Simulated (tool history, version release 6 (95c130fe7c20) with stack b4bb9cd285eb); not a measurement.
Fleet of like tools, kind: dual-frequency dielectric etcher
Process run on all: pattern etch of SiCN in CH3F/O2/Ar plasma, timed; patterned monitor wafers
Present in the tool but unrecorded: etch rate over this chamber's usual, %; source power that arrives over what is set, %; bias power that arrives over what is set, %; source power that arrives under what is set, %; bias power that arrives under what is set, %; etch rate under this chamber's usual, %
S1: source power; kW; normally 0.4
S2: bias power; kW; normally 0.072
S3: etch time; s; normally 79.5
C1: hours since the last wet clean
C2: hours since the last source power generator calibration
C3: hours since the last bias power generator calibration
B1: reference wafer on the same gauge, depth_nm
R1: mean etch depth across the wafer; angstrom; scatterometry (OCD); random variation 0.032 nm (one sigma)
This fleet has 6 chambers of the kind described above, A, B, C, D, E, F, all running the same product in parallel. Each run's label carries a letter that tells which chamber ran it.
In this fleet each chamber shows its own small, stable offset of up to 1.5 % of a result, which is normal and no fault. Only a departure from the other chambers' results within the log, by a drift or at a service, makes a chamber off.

run 1D hour=7.6 | S1=0.4 S2=0.072 S3=79.5 | C1=169.6 C2=3686 C3=1365.3 | B1=31.404 | R1=297.68
run 2A hour=13.9 | S1=0.4 S2=0.072 S3=79.5 | C1=388.3 C2=622.8 C3=2377.1 | B1=31.409 | R1=295.22
-- hour=18.9 chamber C: source power generator calibrated
run 3B hour=20.6 | S1=0.4 S2=0.072 S3=79.5 | C1=364.9 C2=1861.2 C3=769.7 | B1=31.412 | R1=297.62
run 4F hour=27 | S1=0.4 S2=0.072 S3=79.5 | C1=299.5 C2=778.6 C3=3176.1 | B1=31.416 | R1=296.93
run 5E hour=30.8 | S1=0.34 S2=0.072 S3=79.5 | C1=682.1 C2=476.8 C3=1602 | B1=31.418 | R1=282.87
run 6C hour=35.6 | S1=0.34 S2=0.072 S3=79.5 | C1=51 C2=16.8 C3=1532.7 | B1=31.424 | R1=282.01
-- hour=37.5 chamber E: wet clean of the chamber
run 7A hour=41.2 | S1=0.34 S2=0.072 S3=79.5 | C1=415.6 C2=650.1 C3=2404.4 | B1=31.421 | R1=278.06
run 8E hour=45.6 | S1=0.34 S2=0.072 S3=79.5 | C1=8.2 C2=491.6 C3=1616.8 | B1=31.412 | R1=283.15
run 9C hour=49.8 | S1=0.34 S2=0.072 S3=79.5 | C1=65.2 C2=31 C3=1546.9 | B1=31.427 | R1=281.75
run 10F hour=58.2 | S1=0.34 S2=0.072 S3=79.5 | C1=330.7 C2=809.8 C3=3207.3 | B1=31.429 | R1=279.83
run 11D hour=64.2 | S1=0.4 S2=0.072 S3=79.5 | C1=226.2 C2=3742.6 C3=1421.9 | B1=31.428 | R1=297.4
-- hour=67.3 chamber A: bias power generator calibrated
run 12B hour=71.7 | S1=0.4 S2=0.072 S3=79.5 | C1=416 C2=1912.3 C3=820.8 | B1=31.433 | R1=298.1
-- hour=78.7 chamber A: wet clean of the chamber
run 13E hour=79.6 | S1=0.4 S2=0.072 S3=79.5 | C1=42.2 C2=525.6 C3=1650.8 | B1=31.438 | R1=301.03
run 14C hour=83.9 | S1=0.4 S2=0.072 S3=97.5 | C1=99.3 C2=65.1 C3=1581 | B1=31.434 | R1=367.12
run 15B hour=87.6 | S1=0.4 S2=0.072 S3=97.5 | C1=431.9 C2=1928.2 C3=836.7 | B1=31.433 | R1=365.46
run 16A hour=95.3 | S1=0.4 S2=0.072 S3=97.5 | C1=16.6 C2=704.2 C3=28.1 | B1=31.45 | R1=363.18
run 17F hour=102.4 | S1=0.4 S2=0.072 S3=97.5 | C1=374.9 C2=854 C3=3251.5 | B1=31.449 | R1=364.5
run 18D hour=108.4 | S1=0.4 S2=0.072 S3=97.5 | C1=270.4 C2=3786.8 C3=1466.1 | B1=31.461 | R1=365.65
run 19D hour=115.2 | S1=0.4 S2=0.072 S3=97.5 | C1=277.2 C2=3793.6 C3=1472.9 | B1=31.454 | R1=365.55
run 20B hour=121.7 | S1=0.4 S2=0.072 S3=79.5 | C1=466 C2=1962.3 C3=870.8 | B1=31.455 | R1=297.72
run 21F hour=128.3 | S1=0.4 S2=0.072 S3=79.5 | C1=400.8 C2=879.9 C3=3277.4 | B1=31.469 | R1=297.57
run 22C hour=136.2 | S1=0.4 S2=0.072 S3=79.5 | C1=151.6 C2=117.4 C3=1633.3 | B1=31.462 | R1=300.15
run 23A hour=144 | S1=0.4 S2=0.072 S3=79.5 | C1=65.3 C2=752.9 C3=76.8 | B1=31.467 | R1=296.27
run 24E hour=152 | S1=0.4 S2=0.072 S3=79.5 | C1=114.6 C2=598 C3=1723.2 | B1=31.479 | R1=301.33
run 25F hour=157.5 | S1=0.4 S2=0.072 S3=79.5 | C1=430 C2=909.1 C3=3306.6 | B1=31.481 | R1=296.99
run 26E hour=165.3 | S1=0.4 S2=0.072 S3=93.5 | C1=127.9 C2=611.3 C3=1736.5 | B1=31.473 | R1=354.42
run 27A hour=172.2 | S1=0.4 S2=0.072 S3=93.5 | C1=93.5 C2=781.1 C3=105 | B1=31.483 | R1=348.07
run 28D hour=177.5 | S1=0.4 S2=0.072 S3=93.5 | C1=339.5 C2=3855.9 C3=1535.2 | B1=31.483 | R1=351.5
run 29C hour=183.8 | S1=0.4 S2=0.072 S3=93.5 | C1=199.2 C2=165 C3=1680.9 | B1=31.489 | R1=353.62
run 30B hour=190.5 | S1=0.4 S2=0.072 S3=93.5 | C1=534.8 C2=2031.1 C3=939.6 | B1=31.495 | R1=351.15
run 31A hour=198.6 | S1=0.4 S2=0.072 S3=93.5 | C1=119.9 C2=807.5 C3=131.4 | B1=31.501 | R1=348.04
-- hour=200.7 chamber B: wet clean of the chamber
-- hour=202.4 chamber F: wet clean of the chamber
run 32C hour=206.8 | S1=0.4 S2=0.072 S3=79.5 | C1=222.2 C2=188 C3=1703.9 | B1=31.501 | R1=300.45
run 33D hour=211.3 | S1=0.4 S2=0.072 S3=94.5 | C1=373.3 C2=3889.7 C3=1569 | B1=31.503 | R1=354.75
run 34F hour=215.1 | S1=0.4 S2=0.072 S3=94.5 | C1=12.8 C2=966.7 C3=3364.2 | B1=31.503 | R1=354.14
run 35B hour=219.7 | S1=0.4 S2=0.072 S3=94.5 | C1=19 C2=2060.3 C3=968.8 | B1=31.505 | R1=354.99
run 36E hour=225.3 | S1=0.4 S2=0.072 S3=94.5 | C1=187.9 C2=671.3 C3=1796.5 | B1=31.501 | R1=359.18
run 37F hour=233 | S1=0.4 S2=0.072 S3=94.5 | C1=30.7 C2=984.6 C3=3382.1 | B1=31.511 | R1=354.03
-- hour=233.2 chamber D: source power generator calibrated
run 38C hour=238.2 | S1=0.4 S2=0.072 S3=94.5 | C1=253.6 C2=219.4 C3=1735.3 | B1=31.514 | R1=357.84
run 39A hour=242 | S1=0.34 S2=0.072 S3=94 | C1=163.3 C2=850.9 C3=174.8 | B1=31.511 | R1=328.98
run 40D hour=248.7 | S1=0.34 S2=0.072 S3=94 | C1=410.7 C2=15.5 C3=1606.4 | B1=31.516 | R1=332.29
run 41B hour=257 | S1=0.34 S2=0.072 S3=94 | C1=56.3 C2=2097.6 C3=1006.1 | B1=31.533 | R1=332.73
run 42E hour=264.1 | S1=0.34 S2=0.072 S3=94 | C1=226.7 C2=710.1 C3=1835.3 | B1=31.528 | R1=336.37
run 43D hour=270.9 | S1=0.34 S2=0.072 S3=94 | C1=432.9 C2=37.7 C3=1628.6 | B1=31.528 | R1=332.55
run 44F hour=276.3 | S1=0.34 S2=0.072 S3=94 | C1=74 C2=1027.9 C3=3425.4 | B1=31.534 | R1=331.24

One chamber off, gauge drift, or nothing amiss beyond the chambers' own small offsets? If it is a chamber, which one, and what is the likeliest cause?

No chamber is off; the gauge reading every chamber's wafers drifts, which makes the whole fleet appear to move together.
What lies behind it: gauge reads high (%) = 0.436.
